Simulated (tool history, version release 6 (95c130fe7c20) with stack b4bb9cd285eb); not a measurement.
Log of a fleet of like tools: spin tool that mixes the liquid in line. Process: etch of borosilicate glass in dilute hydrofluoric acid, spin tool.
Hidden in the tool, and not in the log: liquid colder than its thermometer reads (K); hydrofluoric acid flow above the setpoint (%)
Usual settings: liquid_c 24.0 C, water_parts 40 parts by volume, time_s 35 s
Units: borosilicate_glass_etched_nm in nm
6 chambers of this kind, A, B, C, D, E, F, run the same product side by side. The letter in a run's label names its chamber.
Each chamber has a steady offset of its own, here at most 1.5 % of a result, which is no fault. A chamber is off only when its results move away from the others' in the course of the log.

| run | hour | liquid_c | water_parts | time_s | hours since the thermometer was replaced | hours since the hydrofluoric acid flow meter was replaced | read-back film thickness of the borosilicate glass reference wafer, read on the same gauge (nm) | borosilicate_glass_etched_nm |
|---|---|---|---|---|---|---|---|---|
| 1D | 5.8 | 24.0 | 40 | 35 | 567.6 | 505.0 | 150.00 | 32.755 |
| 2F | 11.2 | 24.0 | 40 | 35 | 996.1 | 86.3 | 150.01 | 32.364 |
| 3E | 18.1 | 24.0 | 40 | 35 | 515.7 | 132.2 | 149.99 | 31.653 |
| 4B | 25.4 | 24.0 | 40 | 35 | 517.7 | 1420.3 | 149.99 | 32.223 |
| 5C | 32.7 | 24.0 | 40 | 35 | 2117.5 | 1325.5 | 149.99 | 31.815 |
| 6A | 38.2 | 24.0 | 40 | 35 | 538.9 | 47.6 | 150.01 | 32.099 |
| 7F | 44.6 | 24.0 | 40 | 25 | 1029.5 | 119.7 | 150.01 | 23.130 |
| 8C | 51.0 | 24.0 | 40 | 25 | 2135.8 | 1343.8 | 149.98 | 22.666 |
| 9A | 56.0 | 24.0 | 40 | 25 | 556.7 | 65.4 | 149.99 | 22.684 |
| 10B | 62.7 | 24.0 | 40 | 25 | 555.0 | 1457.6 | 149.99 | 23.016 |
| 11D | 69.3 | 24.0 | 40 | 25 | 631.1 | 568.5 | 149.99 | 23.094 |
| 12E | 76.9 | 24.0 | 40 | 25 | 574.5 | 191.0 | 150.01 | 23.020 |
| 13B | 84.5 | 24.0 | 40 | 35 | 576.8 | 1479.4 | 150.02 | 32.219 |
| 14C | 89.2 | 27.0 | 40 | 35 | 2174.0 | 1382.0 | 150.01 | 36.457 |
| 15A | 98.2 | 27.0 | 40 | 35 | 598.9 | 107.6 | 150.00 | 36.234 |
| 16F | 102.7 | 27.0 | 40 | 35 | 1087.6 | 177.8 | 150.02 | 36.728 |
| 17D | 111.0 | 27.0 | 40 | 35 | 672.8 | 610.2 | 150.00 | 36.728 |
| 18E | 117.9 | 27.0 | 40 | 35 | 615.5 | 232.0 | 150.01 | 34.915 |
| 19E | 124.6 | 27.0 | 40 | 35 | 622.2 | 238.7 | 150.00 | 34.592 |
| 20F | 133.0 | 24.0 | 40 | 35 | 1117.9 | 208.1 | 150.00 | 32.359 |
| 21A | 137.5 | 26.5 | 50 | 35 | 638.2 | 146.9 | 150.00 | 27.913 |
| 22C | 142.5 | 26.5 | 50 | 35 | 2227.3 | 1435.3 | 150.01 | 28.057 |
| 23B | 148.5 | 26.5 | 50 | 35 | 640.8 | 1543.4 | 150.00 | 28.128 |
| 24D | 154.4 | 26.5 | 50 | 35 | 716.2 | 653.6 | 150.00 | 28.684 |
| 25E | 158.9 | 26.5 | 50 | 35 | 656.5 | 273.0 | 149.99 | 26.222 |
| 26C | 168.1 | 26.5 | 50 | 35 | 2252.9 | 1460.9 | 150.01 | 28.282 |
| 27F | 174.1 | 24.0 | 20 | 35 | 1159.0 | 249.2 | 150.00 | 67.339 |
| 28A | 179.7 | 24.0 | 20 | 35 | 680.4 | 189.1 | 150.00 | 67.136 |
| 29D | 188.6 | 24.0 | 20 | 35 | 750.4 | 687.8 | 150.00 | 66.238 |
| 30B | 196.9 | 24.0 | 20 | 35 | 689.2 | 1591.8 | 150.00 | 65.776 |
| 31F | 204.0 | 24.0 | 20 | 35 | 1188.9 | 279.1 | 149.97 | 66.347 |
| 32A | 210.9 | 24.0 | 20 | 35 | 711.6 | 220.3 | 149.99 | 66.511 |
| 33E | 217.7 | 29.0 | 40 | 35 | 715.3 | 331.8 | 150.00 | 35.305 |
| 34C | 224.4 | 29.0 | 40 | 35 | 2309.2 | 1517.2 | 150.02 | 39.620 |
| 35B | 229.3 | 29.0 | 40 | 35 | 721.6 | 1624.2 | 149.99 | 39.721 |
|  | 232.1 | chamber D: hydrofluoric acid flow meter replaced |
| 36D | 236.6 | 29.0 | 40 | 35 | 798.4 | 4.5 | 150.02 | 39.850 |

What goes on in this fleet: one chamber off, a drifting gauge, or nothing beyond the chambers' own small offsets? Name the chamber and the cause, if any.

Chamber E drifts away from the others.
Cause: liquid colder than its thermometer reads (K) = 2.5.
The log may not tell that from: hydrofluoric acid flow below the setpoint (%).

Here are 4 candidates for chamber E's next run, each the usual settings with a change, their results left as question marks. Which one brings its results back in line with what the others give on the usual settings?
In line means no further than this from the other chambers' mean on the usual settings: borosilicate_glass_etched_nm 0.840 nm
| 37E-1 | 243.3 | 21.5 | 40 | 35 |  |  |  | ? |
| 37E-2 | 243.3 | 23.0 | 40 | 35 |  |  |  | ? |
| 37E-3 | 243.3 | 25.0 | 40 | 35 |  |  |  | ? |
| 37E-4 | 243.3 | 27.0 | 40 | 35 |  |  |  | ? |

The other chambers' mean on the usual settings: borosilicate_glass_etched_nm 32.213 nm
| run | borosilicate_glass_etched_nm |
|---|---|
| 37E-1 | 25.779 |
| 37E-2 | 27.503 |
| 37E-3 | 29.930 |
| 37E-4 | 32.543 |
37E-4 brings the chamber back in line.
